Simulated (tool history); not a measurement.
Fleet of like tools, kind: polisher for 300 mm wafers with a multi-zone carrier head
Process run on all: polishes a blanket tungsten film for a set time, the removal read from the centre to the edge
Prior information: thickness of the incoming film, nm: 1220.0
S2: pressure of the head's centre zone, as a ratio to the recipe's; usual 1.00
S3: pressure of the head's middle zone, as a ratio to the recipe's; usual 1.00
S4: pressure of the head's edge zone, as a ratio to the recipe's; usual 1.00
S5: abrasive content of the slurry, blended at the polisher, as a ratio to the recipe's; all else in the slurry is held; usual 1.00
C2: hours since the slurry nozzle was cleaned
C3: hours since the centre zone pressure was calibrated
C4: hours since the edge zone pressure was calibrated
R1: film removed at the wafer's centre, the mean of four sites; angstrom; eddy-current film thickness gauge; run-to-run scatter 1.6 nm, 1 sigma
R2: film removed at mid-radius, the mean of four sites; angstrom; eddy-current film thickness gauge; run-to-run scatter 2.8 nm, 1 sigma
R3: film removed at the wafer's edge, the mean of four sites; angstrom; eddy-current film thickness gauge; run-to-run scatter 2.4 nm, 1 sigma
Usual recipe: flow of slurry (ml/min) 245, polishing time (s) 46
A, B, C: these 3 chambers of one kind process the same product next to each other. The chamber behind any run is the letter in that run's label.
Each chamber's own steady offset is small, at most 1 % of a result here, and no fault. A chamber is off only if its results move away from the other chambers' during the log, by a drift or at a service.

At hour 0.5: chamber B: worn pad replaced by a new one.
At hour 11.8: chamber C: worn pad replaced by a new one.
Run 1C, hour 11.8: usual settings; wafers polished on this pad 0; C2 141.2; C3 372.6; C4 711.6. Result: R1 2211.5 angstrom, R2 2216.4 angstrom, R3 2202.4 angstrom.
Run 2B, hour 26.1: usual settings; wafers polished on this pad 267; C2 157.3; C3 405.6; C4 1156.5. Result: R1 2197.1 angstrom, R2 2201.4 angstrom, R3 2156.8 angstrom.
At hour 27.8: chamber A: slurry nozzle cleaned.
At hour 27.9: chamber B: edge zone pressure recalibrated.
Run 3A, hour 39.7: usual settings; wafers polished on this pad 702; C2 11.9; C3 190.4; C4 243.6. Result: R1 2203.7 angstrom, R2 2206.6 angstrom, R3 2187.6 angstrom.
Run 4A, hour 54.5: usual settings; wafers polished on this pad 857; C2 26.7; C3 205.2; C4 258.4. Result: R1 2181.7 angstrom, R2 2203.5 angstrom, R3 2182.1 angstrom.
At hour 57.0: chamber C: edge zone pressure recalibrated.
Run 5C, hour 68.5: usual settings; wafers polished on this pad 593; C2 197.9; C3 429.3; C4 11.5. Result: R1 2247.6 angstrom, R2 2252.8 angstrom, R3 2214.8 angstrom.
Run 6B, hour 78.8: usual settings; wafers polished on this pad 818; C2 210.0; C3 458.3; C4 51.0. Result: R1 2184.0 angstrom, R2 2132.4 angstrom, R3 2195.7 angstrom.
Run 7B, hour 93.4: usual settings; wafers polished on this pad 971; C2 224.6; C3 472.9; C4 65.6. Result: R1 2193.6 angstrom, R2 2203.8 angstrom, R3 2202.8 angstrom.
Run 8A, hour 108.1: usual settings but S4 1.09; wafers polished on this pad 1417; C2 80.3; C3 258.8; C4 312.0. Result: R1 2226.9 angstrom, R2 2191.0 angstrom, R3 2282.6 angstrom.
Run 9C, hour 119.2: usual settings but S4 1.09; wafers polished on this pad 1122; C2 248.6; C3 480.0; C4 62.2. Result: R1 2234.7 angstrom, R2 2230.6 angstrom, R3 2324.1 angstrom.
At hour 122.1: chamber B: worn pad replaced by a new one.
At hour 128.5: chamber C: worn pad replaced by a new one.
Run 10B, hour 129.9: usual settings but S4 1.09; wafers polished on this pad 82; C2 261.1; C3 509.4; C4 102.1. Result: R1 2191.7 angstrom, R2 2158.2 angstrom, R3 2283.1 angstrom.
Run 11A, hour 144.7: usual settings; wafers polished on this pad 1799; C2 116.9; C3 295.4; C4 348.6. Result: R1 2197.6 angstrom, R2 2161.7 angstrom, R3 2164.6 angstrom.
Run 12C, hour 157.5: usual settings; wafers polished on this pad 303; C2 286.9; C3 518.3; C4 100.5. Result: R1 2236.3 angstrom, R2 2199.7 angstrom, R3 2162.0 angstrom.
At hour 157.8: chamber C: centre zone pressure recalibrated.
Run 13A, hour 168.5: usual settings; wafers polished on this pad 2048; C2 140.7; C3 319.2; C4 372.4. Result: R1 2180.0 angstrom, R2 2242.4 angstrom, R3 2187.5 angstrom.
Run 14B, hour 175.3: usual settings; wafers polished on this pad 556; C2 306.5; C3 554.8; C4 147.5. Result: R1 2185.0 angstrom, R2 2211.4 angstrom, R3 2170.4 angstrom.
Run 15C, hour 190.8: usual settings; wafers polished on this pad 651; C2 320.2; C3 33.1; C4 133.8. Result: R1 2240.6 angstrom, R2 2202.0 angstrom, R3 2203.7 angstrom.
At hour 198.8: chamber B: slurry nozzle cleaned.
Run 16B, hour 199.7: usual settings; wafers polished on this pad 811; C2 0.9; C3 579.2; C4 171.9. Result: R1 2191.9 angstrom, R2 2183.4 angstrom, R3 2164.4 angstrom.
Run 17A, hour 210.2: usual settings; wafers polished on this pad 2483; C2 182.4; C3 360.9; C4 414.1. Result: R1 2172.0 angstrom, R2 2149.5 angstrom, R3 2109.1 angstrom.
At hour 216.9: chamber C: worn pad replaced by a new one.
Run 18C, hour 223.9: usual settings but S2 1.07; wafers polished on this pad 73; C2 353.3; C3 66.2; C4 166.9. Result: R1 2403.0 angstrom, R2 2244.1 angstrom, R3 2207.5 angstrom.
Run 19A, hour 230.9: usual settings but S2 1.07; wafers polished on this pad 2700; C2 203.1; C3 381.6; C4 434.8. Result: R1 2342.0 angstrom, R2 2159.8 angstrom, R3 2164.6 angstrom.
Run 20C, hour 240.9: usual settings but S2 1.07; wafers polished on this pad 251; C2 370.3; C3 83.2; C4 183.9. Result: R1 2397.7 angstrom, R2 2227.4 angstrom, R3 2223.7 angstrom.
At hour 243.6: chamber A: slurry nozzle cleaned.
At hour 244.6: chamber B: worn pad replaced by a new one.
Run 21B, hour 253.3: usual settings; wafers polished on this pad 91; C2 54.5; C3 632.8; C4 225.5. Result: R1 2169.9 angstrom, R2 2209.4 angstrom, R3 2150.2 angstrom.
Run 22B, hour 263.1: usual settings but S5 1.15, polishing time (s) 53; wafers polished on this pad 193; C2 64.3; C3 642.6; C4 235.3. Result: R1 2596.7 angstrom, R2 2647.9 angstrom, R3 2614.2 angstrom.
Run 23A, hour 278.3: usual settings but S5 1.15, polishing time (s) 53; wafers polished on this pad 3195; C2 34.7; C3 429.0; C4 482.2. Result: R1 2603.2 angstrom, R2 2526.9 angstrom, R3 2565.5 angstrom.
Run 24C, hour 288.1: usual settings but S5 1.15, polishing time (s) 53; wafers polished on this pad 744; C2 417.5; C3 130.4; C4 231.1. Result: R1 2701.2 angstrom, R2 2633.7 angstrom, R3 2591.4 angstrom.
Run 25A, hour 301.1: usual settings; wafers polished on this pad 3433; C2 57.5; C3 451.8; C4 505.0. Result: R1 2123.9 angstrom, R2 2149.0 angstrom, R3 2143.3 angstrom.
Run 26B, hour 314.2: usual settings; wafers polished on this pad 727; C2 115.4; C3 693.7; C4 286.4. Result: R1 2214.8 angstrom, R2 2191.9 angstrom, R3 2209.6 angstrom.
At hour 318.1: chamber C: worn pad replaced by a new one.
Run 27C, hour 329.0: usual settings; wafers polished on this pad 114; C2 458.4; C3 171.3; C4 272.0. Result: R1 2224.9 angstrom, R2 2242.2 angstrom, R3 2206.8 angstrom.
At hour 331.3: chamber A: edge zone pressure recalibrated.
At hour 341.4: chamber B: centre zone pressure recalibrated.
Run 28B, hour 344.3: usual settings; wafers polished on this pad 1041; C2 145.5; C3 2.9; C4 316.5. Result: R1 2198.6 angstrom, R2 2167.2 angstrom, R3 2162.0 angstrom.
Run 29A, hour 354.2: usual settings; wafers polished on this pad 3988; C2 110.6; C3 504.9; C4 23.0. Result: R1 2134.7 angstrom, R2 2105.5 angstrom, R3 2119.8 angstrom.
Run 30C, hour 361.4: usual settings; wafers polished on this pad 452; C2 490.8; C3 203.7; C4 304.4. Result: R1 2245.7 angstrom, R2 2252.1 angstrom, R3 2261.4 angstrom.
At hour 372.1: chamber B: worn pad replaced by a new one.
Run 31A, hour 374.9: usual settings but S2 0.95, S5 0.80; wafers polished on this pad 4204; C2 131.3; C3 525.6; C4 43.7. Result: R1 1897.6 angstrom, R2 1974.3 angstrom, R3 1959.8 angstrom.
Run 32B, hour 389.9: usual settings but S2 0.95, S5 0.80; wafers polished on this pad 186; C2 191.1; C3 48.5; C4 362.1. Result: R1 1980.3 angstrom, R2 2109.5 angstrom, R3 2046.2 angstrom.
Run 33C, hour 404.0: usual settings but S2 0.95, S5 0.80; wafers polished on this pad 897; C2 533.4; C3 246.3; C4 347.0. Result: R1 1978.7 angstrom, R2 2133.9 angstrom, R3 2131.4 angstrom.
Run 34A, hour 413.6: usual settings; wafers polished on this pad 4609; C2 170.0; C3 564.3; C4 82.4. Result: R1 2101.9 angstrom, R2 2051.4 angstrom, R3 2141.1 angstrom.
Run 35B, hour 422.5: usual settings but S3 1.07; wafers polished on this pad 527; C2 223.7; C3 81.1; C4 394.7. Result: R1 2185.1 angstrom, R2 2294.6 angstrom, R3 2182.8 angstrom.
At hour 428.0: chamber C: worn pad replaced by a new one.
Run 36C, hour 434.4: usual settings but S3 1.07; wafers polished on this pad 67; C2 563.8; C3 276.7; C4 377.4. Result: R1 2241.7 angstrom, R2 2366.8 angstrom, R3 2189.0 angstrom.
Run 37C, hour 442.6: usual settings but S3 1.07; wafers polished on this pad 153; C2 572.0; C3 284.9; C4 385.6. Result: R1 2255.2 angstrom, R2 2365.6 angstrom, R3 2171.5 angstrom.
Run 38B, hour 453.9: usual settings; wafers polished on this pad 855; C2 255.1; C3 112.5; C4 426.1. Result: R1 2147.3 angstrom, R2 2190.5 angstrom, R3 2148.2 angstrom.
At hour 457.7: chamber A: slurry nozzle cleaned.
Run 39A, hour 460.6: usual settings; wafers polished on this pad 5100; C2 3.0; C3 611.3; C4 129.4. Result: R1 2084.1 angstrom, R2 2068.1 angstrom, R3 2109.5 angstrom.
Run 40A, hour 473.5: usual settings; wafers polished on this pad 5235; C2 15.9; C3 624.2; C4 142.3. Result: R1 2096.8 angstrom, R2 2060.8 angstrom, R3 2103.2 angstrom.
At hour 478.0: chamber A: centre zone pressure recalibrated.
Run 41B, hour 481.2: usual settings; wafers polished on this pad 1140; C2 282.4; C3 139.8; C4 453.4. Result: R1 2193.9 angstrom, R2 2190.6 angstrom, R3 2181.8 angstrom.
Run 42C, hour 496.2: usual settings; wafers polished on this pad 713; C2 625.6; C3 338.5; C4 439.2. Result: R1 2234.7 angstrom, R2 2229.1 angstrom, R3 2215.9 angstrom.
At hour 507.3: chamber B: slurry nozzle cleaned.
Run 43A, hour 508.4: usual settings; wafers polished on this pad 5599; C2 50.8; C3 30.4; C4 177.2. Result: R1 2082.8 angstrom, R2 2062.3 angstrom, R3 2032.8 angstrom.
At hour 515.0: chamber B: worn pad replaced by a new one.
Run 44B, hour 518.6: usual settings; wafers polished on this pad 38; C2 11.4; C3 177.2; C4 490.8. Result: R1 2175.6 angstrom, R2 2207.8 angstrom, R3 2165.2 angstrom.

Next, all 3 chambers run the settings below, one line each with question marks for the results. What does each chamber give?
Run 45A, hour 529.7: usual settings. Result: R1 ?, R2 ?, R3 ?.
Run 45B, hour 529.7: usual settings. Result: R1 ?, R2 ?, R3 ?.
Run 45C, hour 529.7: usual settings. Result: R1 ?, R2 ?, R3 ?.

run      R1      R2      R3
45A  2074.5  2061.6  2017.2
45B  2195.4  2245.4  2180.9
45C  2222.5  2208.3  2173.5
